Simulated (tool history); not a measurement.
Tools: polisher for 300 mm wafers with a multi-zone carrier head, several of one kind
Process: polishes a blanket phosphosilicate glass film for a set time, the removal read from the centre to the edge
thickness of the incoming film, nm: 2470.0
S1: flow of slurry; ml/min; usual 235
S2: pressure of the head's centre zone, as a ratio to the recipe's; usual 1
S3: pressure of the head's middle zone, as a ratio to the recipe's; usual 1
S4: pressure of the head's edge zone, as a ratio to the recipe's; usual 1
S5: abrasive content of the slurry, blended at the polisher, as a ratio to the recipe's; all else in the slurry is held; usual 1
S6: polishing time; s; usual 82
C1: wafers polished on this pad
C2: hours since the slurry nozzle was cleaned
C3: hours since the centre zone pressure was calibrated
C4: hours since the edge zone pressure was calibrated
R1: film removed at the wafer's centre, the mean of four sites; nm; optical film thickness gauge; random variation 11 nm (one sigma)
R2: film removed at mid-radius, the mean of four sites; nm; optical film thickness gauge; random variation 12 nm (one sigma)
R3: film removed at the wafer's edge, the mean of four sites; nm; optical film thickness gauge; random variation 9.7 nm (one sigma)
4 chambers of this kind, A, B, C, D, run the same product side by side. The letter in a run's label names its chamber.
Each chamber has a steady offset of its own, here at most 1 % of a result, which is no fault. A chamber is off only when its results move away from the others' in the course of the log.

| run | hour | S1 | S2 | S3 | S4 | S5 | S6 | C1 | C2 | C3 | C4 | R1 | R2 | R3 |
|---|---|---|---|---|---|---|---|---|---|---|---|---|---|---|
| 1C | 7.1 | 235 | 1 | 1 | 1 | 1 | 82 | 266 | 278.9 | 879 | 915.3 | 1004.8 | 968.43 | 1004.6 |
|  | 7.6 | chamber B: worn pad replaced by a new one |
| 2A | 18.7 | 235 | 1 | 1 | 1 | 1 | 82 | 585 | 582 | 355.5 | 460.9 | 976.79 | 1016.9 | 992.1 |
|  | 22.2 | chamber D: worn pad replaced by a new one |
| 3B | 24.3 | 235 | 1 | 1 | 1 | 1 | 82 | 197 | 640.9 | 370.7 | 264.6 | 990.31 | 985.26 | 988.94 |
| 4D | 33.1 | 235 | 1 | 1 | 1 | 1 | 82 | 128 | 146.4 | 401.8 | 45.7 | 991.6 | 1005 | 983.18 |
|  | 35 | chamber C: slurry nozzle cleaned |
| 5A | 38.4 | 235 | 1 | 1 | 1 | 1 | 82 | 817 | 601.7 | 375.2 | 480.6 | 981.69 | 995.1 | 994.77 |
|  | 43.9 | chamber A: slurry nozzle cleaned |
| 6C | 48.3 | 235 | 1 | 1 | 1 | 1 | 82 | 749 | 13.4 | 920.2 | 956.5 | 986.74 | 1010.4 | 1013.4 |
|  | 54.9 | chamber B: slurry nozzle cleaned |
| 7B | 60.1 | 235 | 1 | 1 | 1 | 1 | 82 | 617 | 5.2 | 406.5 | 300.4 | 988 | 978.3 | 990.65 |
|  | 67.9 | chamber A: worn pad replaced by a new one |
| 8D | 70.7 | 235 | 1 | 1 | 1 | 1 | 82 | 569 | 184 | 439.4 | 83.3 | 971.95 | 993.26 | 981.59 |
| 9C | 77 | 235 | 1 | 0.9 | 1 | 0.85 | 82 | 1086 | 42.1 | 948.9 | 985.2 | 896.54 | 832.43 | 904.88 |
|  | 80.1 | chamber B: worn pad replaced by a new one |
| 10D | 85.3 | 235 | 1 | 0.9 | 1 | 0.85 | 82 | 741 | 198.6 | 454 | 97.9 | 920.02 | 833.6 | 907.7 |
| 11A | 91.8 | 235 | 1 | 0.9 | 1 | 0.85 | 82 | 281 | 48 | 428.6 | 534 | 897.65 | 836.22 | 914.35 |
| 12B | 102 | 235 | 1 | 0.9 | 1 | 0.85 | 82 | 257 | 47.1 | 448.4 | 342.3 | 923.27 | 831.17 | 927.64 |
| 13C | 110.5 | 235 | 1 | 1 | 1 | 1 | 82 | 1479 | 75.6 | 982.4 | 1018.7 | 951.33 | 956.93 | 974.07 |
| 14A | 116.8 | 190 | 1 | 0.93 | 1 | 1 | 82 | 574 | 73 | 453.6 | 559 | 950.46 | 900.14 | 972.51 |
| 15D | 123.5 | 190 | 1 | 0.93 | 1 | 1 | 82 | 1189 | 236.8 | 492.2 | 136.1 | 939.01 | 888.21 | 967.19 |
| 16B | 128.9 | 190 | 1 | 0.93 | 1 | 1 | 82 | 572 | 74 | 475.3 | 369.2 | 966.19 | 889.58 | 984.2 |
|  | 133.8 | chamber D: worn pad replaced by a new one |
| 17D | 136.3 | 190 | 1 | 0.93 | 1 | 1 | 82 | 29 | 249.6 | 505 | 148.9 | 963.31 | 905.39 | 964.09 |
| 18B | 145.1 | 235 | 1 | 1 | 1 | 1 | 82 | 762 | 90.2 | 491.5 | 385.4 | 977.48 | 976.99 | 990.99 |
|  | 148.9 | chamber B: worn pad replaced by a new one |
| 19A | 156.5 | 235 | 1 | 1 | 1 | 1 | 82 | 1040 | 112.7 | 493.3 | 598.7 | 984.87 | 997.72 | 1001.4 |
|  | 158.4 | chamber A: centre zone pressure recalibrated |
| 20C | 166.9 | 235 | 1 | 1 | 1 | 1 | 82 | 2141 | 132 | 1038.8 | 1075.1 | 955.42 | 919.62 | 964.51 |
|  | 177.6 | chamber A: worn pad replaced by a new one |
| 21B | 178.7 | 235 | 1 | 1 | 1 | 1 | 82 | 349 | 123.8 | 525.1 | 419 | 995.96 | 980.67 | 978.46 |
| 22A | 184.3 | 235 | 1 | 1 | 1 | 1 | 82 | 79 | 140.5 | 26 | 626.5 | 982.38 | 970.04 | 1000.6 |
|  | 184.5 | chamber D: slurry nozzle cleaned |
| 23C | 192.1 | 235 | 1 | 1 | 1 | 1 | 82 | 2436 | 157.2 | 1064 | 1100.3 | 930.82 | 926.36 | 952.5 |
| 24D | 201 | 235 | 1 | 1 | 1 | 1 | 82 | 788 | 16.6 | 569.7 | 213.6 | 957.09 | 982.17 | 1000.1 |
|  | 201.5 | chamber C: edge zone pressure recalibrated |
| 25D | 209.7 | 235 | 1 | 1 | 1 | 1 | 82 | 890 | 25.3 | 578.4 | 222.3 | 992.75 | 994.57 | 975.35 |
| 26A | 219.5 | 235 | 1 | 1 | 1 | 1 | 82 | 492 | 175.7 | 61.2 | 661.7 | 979.52 | 997.42 | 989.01 |
|  | 221 | chamber B: worn pad replaced by a new one |
| 27B | 225.9 | 235 | 1 | 1 | 1 | 1 | 82 | 58 | 171 | 572.3 | 466.2 | 978.28 | 994.88 | 985.29 |
| 28C | 231.2 | 235 | 1 | 1 | 1 | 1 | 82 | 2895 | 196.3 | 1103.1 | 29.8 | 916.55 | 918.91 | 910.64 |
|  | 238.9 | chamber D: worn pad replaced by a new one |
| 29B | 239 | 235 | 1 | 1 | 1 | 1 | 82 | 212 | 184.1 | 585.4 | 479.3 | 1005 | 977.85 | 977.33 |
| 30A | 247.9 | 235 | 1 | 1 | 1 | 1 | 82 | 825 | 204.1 | 89.6 | 690.1 | 996.34 | 984.22 | 991.23 |
| 31C | 256.3 | 235 | 1 | 1 | 1 | 1 | 82 | 3190 | 221.4 | 1128.2 | 54.9 | 886.35 | 922.63 | 910.93 |
| 32D | 262.3 | 235 | 1 | 1 | 1 | 1.15 | 82 | 275 | 77.9 | 631 | 274.9 | 1043.5 | 1070.8 | 1025.8 |
| 33A | 270.5 | 235 | 1 | 1 | 1 | 1.15 | 82 | 1091 | 226.7 | 112.2 | 712.7 | 1057.6 | 1038.8 | 1062.2 |
| 34D | 276.5 | 235 | 1 | 1 | 1 | 1.15 | 82 | 441 | 92.1 | 645.2 | 289.1 | 1046.5 | 1074.2 | 1054.1 |
| 35B | 286.6 | 235 | 1 | 1 | 1 | 1.15 | 82 | 770 | 231.7 | 633 | 526.9 | 1051.4 | 1035.7 | 1037 |
|  | 286.9 | chamber B: worn pad replaced by a new one |
| 36C | 293.2 | 235 | 1 | 1 | 1 | 1 | 82 | 3623 | 258.3 | 1165.1 | 91.8 | 911.49 | 893.42 | 898.6 |
|  | 294.2 | chamber A: worn pad replaced by a new one |
| 37D | 303.5 | 235 | 1 | 0.93 | 1 | 1 | 82 | 758 | 119.1 | 672.2 | 316.1 | 974 | 933.82 | 992.87 |
| 38B | 309.4 | 235 | 1 | 0.93 | 1 | 1 | 82 | 264 | 254.5 | 655.8 | 549.7 | 973.41 | 905.58 | 969.32 |
| 39C | 317.6 | 235 | 1 | 0.93 | 1 | 1 | 82 | 3909 | 282.7 | 1189.5 | 116.2 | 874.24 | 827.94 | 884.37 |
| 40A | 325 | 235 | 1 | 0.93 | 1 | 1 | 82 | 362 | 281.2 | 166.7 | 767.2 | 999.88 | 936.14 | 994.42 |
| 41A | 334.1 | 235 | 1 | 1 | 1 | 1 | 82 | 469 | 290.3 | 175.8 | 776.3 | 1004.7 | 995.11 | 999.63 |
| 42B | 340 | 235 | 1 | 1 | 1 | 1 | 82 | 623 | 285.1 | 686.4 | 580.3 | 982.66 | 968.69 | 985.46 |
|  | 341.8 | chamber C: centre zone pressure recalibrated |
|  | 344.4 | chamber D: worn pad replaced by a new one |
| 43C | 345.4 | 235 | 1 | 1 | 1 | 1 | 82 | 4235 | 310.5 | 3.6 | 144 | 866.94 | 847.76 | 883.33 |
| 44D | 355 | 235 | 1 | 1 | 1 | 1 | 82 | 125 | 170.6 | 723.7 | 367.6 | 981.01 | 981.26 | 984.65 |

All 4 chambers run these settings next. Forecast each chamber's results:
| 45A | 363.4 | 235 | 1 | 1 | 1 | 1.25 | 82 |  |  |  |  | ? | ? | ? |
| 45B | 363.4 | 235 | 1 | 1 | 1 | 1.25 | 82 |  |  |  |  | ? | ? | ? |
| 45C | 363.4 | 235 | 1 | 1 | 1 | 1.25 | 82 |  |  |  |  | ? | ? | ? |
| 45D | 363.4 | 235 | 1 | 1 | 1 | 1.25 | 82 |  |  |  |  | ? | ? | ? |

| run | R1 | R2 | R3 |
|---|---|---|---|
| 45A | 1081.8 | 1099.1 | 1092.4 |
| 45B | 1055.4 | 1075.1 | 1071.1 |
| 45C | 954.37 | 945.31 | 948.53 |
| 45D | 1078.5 | 1093.5 | 1087.4 |

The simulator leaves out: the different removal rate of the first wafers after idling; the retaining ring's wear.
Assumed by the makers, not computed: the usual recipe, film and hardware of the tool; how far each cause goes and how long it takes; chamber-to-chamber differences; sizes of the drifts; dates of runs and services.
